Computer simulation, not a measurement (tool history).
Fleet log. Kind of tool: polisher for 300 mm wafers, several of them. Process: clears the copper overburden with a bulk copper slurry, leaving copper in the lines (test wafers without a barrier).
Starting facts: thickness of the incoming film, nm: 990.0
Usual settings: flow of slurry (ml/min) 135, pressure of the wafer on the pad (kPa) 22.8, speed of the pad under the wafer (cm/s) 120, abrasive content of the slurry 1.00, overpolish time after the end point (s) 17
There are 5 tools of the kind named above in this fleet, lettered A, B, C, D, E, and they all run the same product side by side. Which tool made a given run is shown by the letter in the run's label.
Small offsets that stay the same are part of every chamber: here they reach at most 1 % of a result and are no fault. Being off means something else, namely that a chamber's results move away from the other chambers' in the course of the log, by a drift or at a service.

| run | hour | flow of slurry (ml/min) | pressure of the wafer on the pad (kPa) | speed of the pad under the wafer (cm/s) | abrasive content of the slurry | overpolish time after the end point (s) | wafers polished on this pad | hours since the slurry nozzle was cleaned | hours since the head pressure was calibrated | hours since the slurry blender was calibrated | time until the end point was called (s) | dishing of a wide line in a test structure (Å) |
|---|---|---|---|---|---|---|---|---|---|---|---|---|
| 1E | 9.0 | 135 | 22.8 | 120 | 1.00 | 17 | 662 | 206.7 | 582.2 | 81.2 | 79.211 | 1089.40 |
|  | 10.4 | chamber A: worn pad replaced by a new one |
| 2A | 15.7 | 135 | 22.8 | 120 | 1.00 | 17 | 57 | 27.6 | 579.7 | 65.5 | 79.604 | 1038.40 |
| 3C | 20.3 | 135 | 22.8 | 120 | 1.00 | 17 | 519 | 436.2 | 864.8 | 426.6 | 76.814 | 1119.70 |
| 4B | 28.6 | 135 | 22.8 | 120 | 1.00 | 17 | 425 | 560.2 | 649.1 | 128.8 | 79.118 | 1098.10 |
|  | 33.5 | chamber C: worn pad replaced by a new one |
|  | 33.7 | chamber C: slurry blender recalibrated |
| 5D | 38.0 | 135 | 22.8 | 120 | 1.00 | 17 | 909 | 126.9 | 513.9 | 67.8 | 79.378 | 1095.80 |
|  | 44.1 | chamber D: worn pad replaced by a new one |
| 6E | 45.9 | 135 | 22.8 | 120 | 1.00 | 17 | 1059 | 243.6 | 619.1 | 118.1 | 80.202 | 1102.60 |
|  | 51.4 | chamber B: worn pad replaced by a new one |
| 7A | 55.4 | 135 | 22.8 | 120 | 1.00 | 17 | 484 | 67.3 | 619.4 | 105.2 | 79.621 | 1109.30 |
|  | 57.4 | chamber E: worn pad replaced by a new one |
| 8B | 60.1 | 135 | 22.8 | 120 | 1.00 | 17 | 94 | 591.7 | 680.6 | 160.3 | 78.458 | 1114.20 |
|  | 62.0 | chamber A: worn pad replaced by a new one |
| 9C | 66.0 | 135 | 22.8 | 120 | 1.00 | 17 | 350 | 481.9 | 910.5 | 32.3 | 79.598 | 1122.60 |
| 10D | 72.3 | 135 | 22.8 | 158 | 1.25 | 17 | 303 | 161.2 | 548.2 | 102.1 | 57.530 | 1334.80 |
| 11B | 79.1 | 135 | 22.8 | 158 | 1.25 | 17 | 299 | 610.7 | 699.6 | 179.3 | 56.646 | 1280.40 |
|  | 79.7 | chamber D: slurry blender recalibrated |
| 12D | 85.0 | 135 | 22.8 | 158 | 1.25 | 17 | 440 | 173.9 | 560.9 | 5.4 | 57.426 | 1336.40 |
| 13A | 91.6 | 135 | 22.8 | 158 | 1.25 | 17 | 318 | 103.5 | 655.6 | 141.4 | 57.767 | 1270.70 |
|  | 92.1 | chamber B: slurry blender recalibrated |
| 14E | 98.7 | 135 | 22.8 | 158 | 1.25 | 17 | 445 | 296.4 | 671.9 | 170.9 | 56.738 | 1339.30 |
|  | 100.8 | chamber C: worn pad replaced by a new one |
| 15C | 108.2 | 135 | 22.8 | 120 | 1.00 | 17 | 79 | 524.1 | 952.7 | 74.5 | 80.463 | 1129.20 |
|  | 116.0 | chamber B: worn pad replaced by a new one |
| 16D | 117.2 | 135 | 22.8 | 120 | 1.00 | 17 | 787 | 206.1 | 593.1 | 37.6 | 80.716 | 1049.40 |
|  | 118.5 | chamber B: slurry nozzle cleaned |
|  | 119.6 | chamber A: worn pad replaced by a new one |
| 17E | 124.9 | 135 | 22.8 | 120 | 1.00 | 17 | 727 | 322.6 | 698.1 | 197.1 | 79.915 | 1112.20 |
|  | 131.6 | chamber D: worn pad replaced by a new one |
| 18A | 134.0 | 135 | 22.8 | 120 | 1.00 | 17 | 155 | 145.9 | 698.0 | 183.8 | 78.831 | 1083.20 |
| 19C | 141.3 | 135 | 22.8 | 120 | 1.00 | 17 | 435 | 557.2 | 985.8 | 107.6 | 79.763 | 1051.50 |
| 20B | 149.9 | 135 | 22.8 | 120 | 1.15 | 17 | 365 | 31.4 | 770.4 | 57.9 | 77.187 | 1191.20 |
|  | 154.1 | chamber E: worn pad replaced by a new one |
| 21E | 156.0 | 135 | 22.8 | 120 | 1.15 | 17 | 21 | 353.7 | 729.2 | 228.2 | 77.944 | 1170.50 |
| 22A | 161.7 | 135 | 22.8 | 120 | 1.15 | 17 | 454 | 173.6 | 725.7 | 211.5 | 77.454 | 1144.80 |
|  | 162.5 | chamber E: slurry nozzle cleaned |
|  | 167.1 | chamber C: worn pad replaced by a new one |
| 23D | 170.2 | 135 | 22.8 | 120 | 1.15 | 17 | 416 | 259.1 | 646.1 | 90.6 | 76.746 | 1076.60 |
|  | 173.2 | chamber A: worn pad replaced by a new one |
|  | 174.4 | chamber D: slurry blender recalibrated |
| 24C | 174.9 | 135 | 22.8 | 120 | 1.15 | 17 | 84 | 590.8 | 1019.4 | 141.2 | 77.986 | 1160.30 |
| 25B | 180.9 | 135 | 22.8 | 120 | 1.00 | 17 | 699 | 62.4 | 801.4 | 88.9 | 80.264 | 1101.20 |
|  | 181.9 | chamber B: worn pad replaced by a new one |
| 26A | 188.4 | 135 | 22.8 | 120 | 1.00 | 17 | 164 | 200.3 | 752.4 | 238.2 | 80.785 | 1063.00 |
|  | 189.5 | chamber C: head pressure recalibrated |
|  | 192.0 | chamber D: slurry nozzle cleaned |
| 27C | 194.1 | 135 | 22.8 | 120 | 1.00 | 17 | 291 | 610.0 | 4.6 | 160.4 | 77.388 | 1136.60 |
| 28D | 202.9 | 135 | 17.2 | 152 | 1.00 | 17 | 768 | 10.9 | 678.8 | 28.5 | 83.902 | 1025.00 |
|  | 208.8 | chamber D: worn pad replaced by a new one |
| 29E | 210.5 | 135 | 17.2 | 152 | 1.00 | 17 | 608 | 48.1 | 783.7 | 282.7 | 84.807 | 1048.20 |
| 30B | 219.7 | 135 | 17.2 | 152 | 1.00 | 17 | 407 | 101.2 | 840.2 | 127.7 | 85.490 | 992.80 |
|  | 221.1 | chamber B: head pressure recalibrated |
|  | 225.5 | chamber C: worn pad replaced by a new one |
|  | 226.9 | chamber A: worn pad replaced by a new one |
| 31E | 227.1 | 135 | 17.2 | 152 | 1.00 | 17 | 786 | 64.7 | 800.3 | 299.3 | 82.670 | 970.90 |
| 32B | 233.4 | 135 | 17.2 | 152 | 1.00 | 17 | 554 | 114.9 | 12.3 | 141.4 | 83.650 | 980.05 |
|  | 234.3 | chamber B: worn pad replaced by a new one |
| 33D | 241.9 | 110 | 22.8 | 82 | 1.00 | 17 | 357 | 49.9 | 717.8 | 67.5 | 119.930 | 824.73 |
|  | 244.3 | chamber E: slurry blender recalibrated |
|  | 246.7 | chamber E: worn pad replaced by a new one |
| 34A | 249.0 | 110 | 22.8 | 82 | 1.00 | 17 | 238 | 260.9 | 813.0 | 298.8 | 120.950 | 838.66 |
| 35C | 256.0 | 110 | 22.8 | 82 | 1.00 | 17 | 329 | 671.9 | 66.5 | 222.3 | 124.440 | 842.26 |
|  | 257.9 | chamber B: slurry blender recalibrated |
| 36E | 264.0 | 110 | 22.8 | 82 | 1.00 | 17 | 186 | 101.6 | 837.2 | 19.8 | 122.850 | 838.72 |
|  | 270.1 | chamber A: slurry blender recalibrated |
|  | 272.7 | chamber D: slurry blender recalibrated |
| 37B | 272.9 | 110 | 22.8 | 82 | 1.00 | 17 | 416 | 154.4 | 51.8 | 15.1 | 120.760 | 853.38 |
| 38A | 279.0 | 135 | 22.8 | 120 | 1.00 | 17 | 561 | 290.9 | 843.0 | 9.0 | 79.712 | 1059.60 |
| 39D | 284.6 | 135 | 22.8 | 120 | 1.00 | 17 | 816 | 92.6 | 760.5 | 12.0 | 79.746 | 1146.00 |
|  | 288.2 | chamber C: worn pad replaced by a new one |
| 40C | 289.2 | 135 | 22.8 | 120 | 1.00 | 17 | 11 | 705.1 | 99.7 | 255.5 | 80.566 | 1094.20 |
|  | 291.9 | chamber B: worn pad replaced by a new one |
| 41D | 294.8 | 135 | 22.8 | 120 | 1.00 | 17 | 926 | 102.8 | 770.7 | 22.2 | 80.677 | 1070.40 |
| 42B | 301.5 | 135 | 22.8 | 120 | 1.00 | 17 | 103 | 183.0 | 80.4 | 43.7 | 80.285 | 1117.10 |

All chambers now run identical settings, listed one chamber a line with results as question marks. What results will each chamber show?
| 43A | 308.5 | 115 | 22.8 | 120 | 1.00 | 17 |  |  |  |  | ? | ? |
| 43B | 308.5 | 115 | 22.8 | 120 | 1.00 | 17 |  |  |  |  | ? | ? |
| 43C | 308.5 | 115 | 22.8 | 120 | 1.00 | 17 |  |  |  |  | ? | ? |
| 43D | 308.5 | 115 | 22.8 | 120 | 1.00 | 17 |  |  |  |  | ? | ? |
| 43E | 308.5 | 115 | 22.8 | 120 | 1.00 | 17 |  |  |  |  | ? | ? |

| run | time until the end point was called (s) | dishing of a wide line in a test structure (Å) |
|---|---|---|
| 43A | 83.803 | 1077.00 |
| 43B | 84.206 | 1073.60 |
| 43C | 82.902 | 1085.60 |
| 43D | 80.752 | 1084.80 |
| 43E | 84.114 | 1035.40 |
